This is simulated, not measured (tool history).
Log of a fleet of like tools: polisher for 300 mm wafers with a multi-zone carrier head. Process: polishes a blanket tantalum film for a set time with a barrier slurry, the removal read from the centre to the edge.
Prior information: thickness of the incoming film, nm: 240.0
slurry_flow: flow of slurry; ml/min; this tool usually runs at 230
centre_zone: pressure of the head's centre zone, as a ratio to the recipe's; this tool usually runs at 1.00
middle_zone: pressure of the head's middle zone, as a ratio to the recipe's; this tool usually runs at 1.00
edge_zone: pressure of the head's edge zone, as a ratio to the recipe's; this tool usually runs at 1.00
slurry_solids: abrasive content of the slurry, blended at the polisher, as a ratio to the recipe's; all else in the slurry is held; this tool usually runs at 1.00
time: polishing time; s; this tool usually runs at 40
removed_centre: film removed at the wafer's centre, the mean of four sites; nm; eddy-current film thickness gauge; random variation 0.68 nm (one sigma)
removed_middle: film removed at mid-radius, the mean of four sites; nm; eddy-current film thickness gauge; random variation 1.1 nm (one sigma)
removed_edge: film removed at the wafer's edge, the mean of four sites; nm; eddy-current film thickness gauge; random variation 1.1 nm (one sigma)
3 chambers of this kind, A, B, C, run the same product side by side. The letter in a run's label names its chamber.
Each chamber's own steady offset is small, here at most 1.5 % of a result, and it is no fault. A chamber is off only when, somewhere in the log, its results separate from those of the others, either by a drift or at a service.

run,hour,slurry_flow,centre_zone,middle_zone,edge_zone,slurry_solids,time,removed_centre,removed_middle,removed_edge
# hour 1.5: chamber C: worn pad replaced by a new one
1C,8.6,230,1.00,1.00,1.00,1.00,40,95.191,96.774,96.392
2B,18.9,230,1.00,1.00,1.00,1.00,40,94.949,96.591,92.706
3A,28.5,230,1.00,1.00,1.00,1.00,40,96.008,94.562,96.692
# hour 33.1: chamber A: worn pad replaced by a new one
4B,39.3,230,1.00,1.00,1.00,1.00,40,96.213,93.841,96.081
5A,47.1,230,1.00,1.00,1.00,1.00,40,97.181,96.440,96.589
6C,52.2,230,0.95,0.90,1.00,1.00,40,90.478,85.696,93.507
7B,57.8,230,0.95,0.90,1.00,1.00,40,88.941,89.391,95.951
# hour 63.0: chamber C: worn pad replaced by a new one
8C,64.5,230,0.95,0.90,1.00,1.00,40,91.175,87.050,97.668
9A,74.0,230,0.89,1.00,0.95,1.00,40,84.757,96.989,94.404
# hour 76.8: chamber C: centre zone pressure recalibrated
10B,82.5,230,0.89,1.00,0.95,1.00,40,83.539,95.081,94.822
# hour 87.5: chamber B: slurry nozzle cleaned
11C,88.7,230,0.89,1.00,0.95,1.00,40,78.214,97.298,92.829
12A,94.3,230,1.00,1.00,1.00,1.00,40,95.578,95.946,94.755
# hour 97.6: chamber B: worn pad replaced by a new one
13A,100.3,230,1.00,1.00,1.00,1.00,40,96.530,95.907,96.061
14B,110.1,230,1.00,1.00,1.00,1.00,40,94.945,96.330,95.745
15C,118.4,230,1.00,1.00,1.00,1.00,40,90.063,95.490,96.384
# hour 122.9: chamber C: worn pad replaced by a new one
16A,128.2,255,1.00,1.07,1.00,1.00,40,98.394,104.380,96.166
17B,136.8,255,1.00,1.07,1.00,1.00,40,97.407,103.500,96.380
18C,144.9,255,1.00,1.07,1.00,1.00,40,90.152,103.480,96.003
# hour 146.1: chamber A: worn pad replaced by a new one
19B,155.5,230,1.00,1.00,1.00,1.00,40,94.744,96.064,92.750
20C,165.0,230,1.00,1.00,1.00,1.00,40,89.842,95.634,95.649
# hour 167.8: chamber B: centre zone pressure recalibrated
21A,171.6,230,1.00,1.00,1.00,1.00,40,94.771,96.758,97.386
22A,182.6,230,1.00,1.00,1.00,0.85,40,91.199,92.556,90.801
23B,189.9,230,1.00,1.00,1.00,0.85,40,91.221,91.931,91.949

Which is it: a chamber that has drifted or been left off by a service, a gauge drift common to all chambers, or only each chamber's usual small offset? If a chamber is off, name it and its likeliest cause.

After it was serviced, chamber C no longer matches the other chambers.
Likeliest cause: centre zone's pressure below its setpoint, % = 6.94.

Which of the 4 candidates below, each the usual settings with something changed and its results left as question marks, puts chamber C back in line with what the other chambers give on the usual settings?
Maximum distance from the other chambers' mean on the usual settings for a result to count as in line: removed_centre 2.400 nm; removed_middle 4.000 nm; removed_edge 3.800 nm
24C-1,198.0,230,0.98,1.00,1.01,1.00,40,?,?,?
24C-2,198.0,235,1.06,1.00,0.98,1.00,40,?,?,?
24C-3,198.0,225,0.94,1.00,1.02,1.00,40,?,?,?
24C-4,198.0,230,1.02,1.00,0.99,1.00,40,?,?,?

What the other chambers average on the usual settings: removed_centre 95.500 nm; removed_middle 96.027 nm; removed_edge 95.241 nm
run,removed_centre,removed_middle,removed_edge
24C-1,87.411,95.691,96.892
24C-2,95.463,95.915,95.580
24C-3,83.265,95.440,97.187
24C-4,91.294,95.674,95.888
It is 24C-2 that realigns the chamber with its peers.
